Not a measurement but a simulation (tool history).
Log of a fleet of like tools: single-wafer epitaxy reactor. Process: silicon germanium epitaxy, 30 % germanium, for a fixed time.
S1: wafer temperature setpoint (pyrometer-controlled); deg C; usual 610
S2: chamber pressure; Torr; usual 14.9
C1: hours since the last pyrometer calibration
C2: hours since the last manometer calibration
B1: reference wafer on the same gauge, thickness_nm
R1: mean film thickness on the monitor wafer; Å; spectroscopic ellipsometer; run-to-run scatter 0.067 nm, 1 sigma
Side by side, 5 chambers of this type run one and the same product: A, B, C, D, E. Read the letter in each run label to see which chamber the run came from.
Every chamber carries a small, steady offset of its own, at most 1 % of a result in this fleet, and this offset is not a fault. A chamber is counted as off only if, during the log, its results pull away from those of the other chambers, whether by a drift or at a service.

run,day,S1,S2,C1,C2,B1,R1
1D,0.35,610,14.9,513.6,409.8,74.92,631.59
2C,0.783,610,14.9,1312,1398.3,74.93,627.83
3B,1.004,610,14.9,620.8,1281.7,74.936,627.15
4E,1.467,610,14.9,1423.5,1219.4,74.931,629
5A,1.708,610,14.9,1731.1,617.3,74.952,629.4
6D,2.042,610,14.9,554.2,450.4,74.947,632.92
# day 2.192: chamber C: capacitance manometer re-zeroed and calibrated
7B,2.5,596,11.7,656.7,1317.6,74.972,444.45
8E,2.846,596,11.7,1456.6,1252.5,74.96,442.94
9A,3.112,596,11.7,1764.8,651,74.967,444.68
10C,3.579,596,11.7,1379.1,33.4,75.008,443.94
11A,3.958,596,11.7,1785.1,671.3,74.998,445.54
12C,4.312,610,14.9,1396.7,51,75.027,627.76
13E,4.588,610,14.9,1498.4,1294.3,75.015,629.13
14D,5.025,610,14.9,625.8,522,75.037,634.68
15B,5.508,610,14.9,728.9,1389.8,75.063,626.74
16E,5.95,610,14.9,1531.1,1327,75.071,629.78
17D,6.171,610,14.9,653.3,549.5,75.07,633.11
18C,6.529,610,14.9,1449.9,104.2,75.084,627.82
19A,6.871,610,14.9,1855,741.2,75.089,630.1
20B,7.242,610,14.9,770.5,1431.4,75.101,629.44
21E,7.529,610,14.9,1569,1364.9,75.101,628.11
22D,7.946,610,17,695.9,592.1,75.092,668.24
23C,8.258,610,17,1491.4,145.7,75.134,662.56
24A,8.712,610,17,1899.2,785.4,75.141,664.3
25B,9.088,610,17,814.8,1475.7,75.151,661.02
26A,9.512,610,17,1918.4,804.6,75.17,664.21
# day 9.746: chamber C: pyrometer calibrated
27C,9.983,610,14.9,5.8,187.1,75.137,628.58
28D,10.308,610,14.9,752.6,648.8,75.174,635.01
29E,10.654,610,14.9,1644,1439.9,75.172,630.43
# day 10.892: chamber E: pyrometer calibrated
30B,10.933,615,14.9,859.1,1520,75.22,685.9
31C,11.312,615,14.9,37.7,219,75.224,687.72
32D,11.525,615,14.9,781.8,678,75.206,693.47
33E,11.788,615,14.9,21.6,1467.1,75.235,688.11

Decide between three cases: one chamber stands off from its peers, the gauge reading all wafers drifts, or nothing is wrong past each chamber's small offset. Where a chamber is off, say which and what most likely put it there.

Gauge drift. The chambers move together only on paper, and none stands off.
Most likely cause: gauge reads high (%) = 0.44.
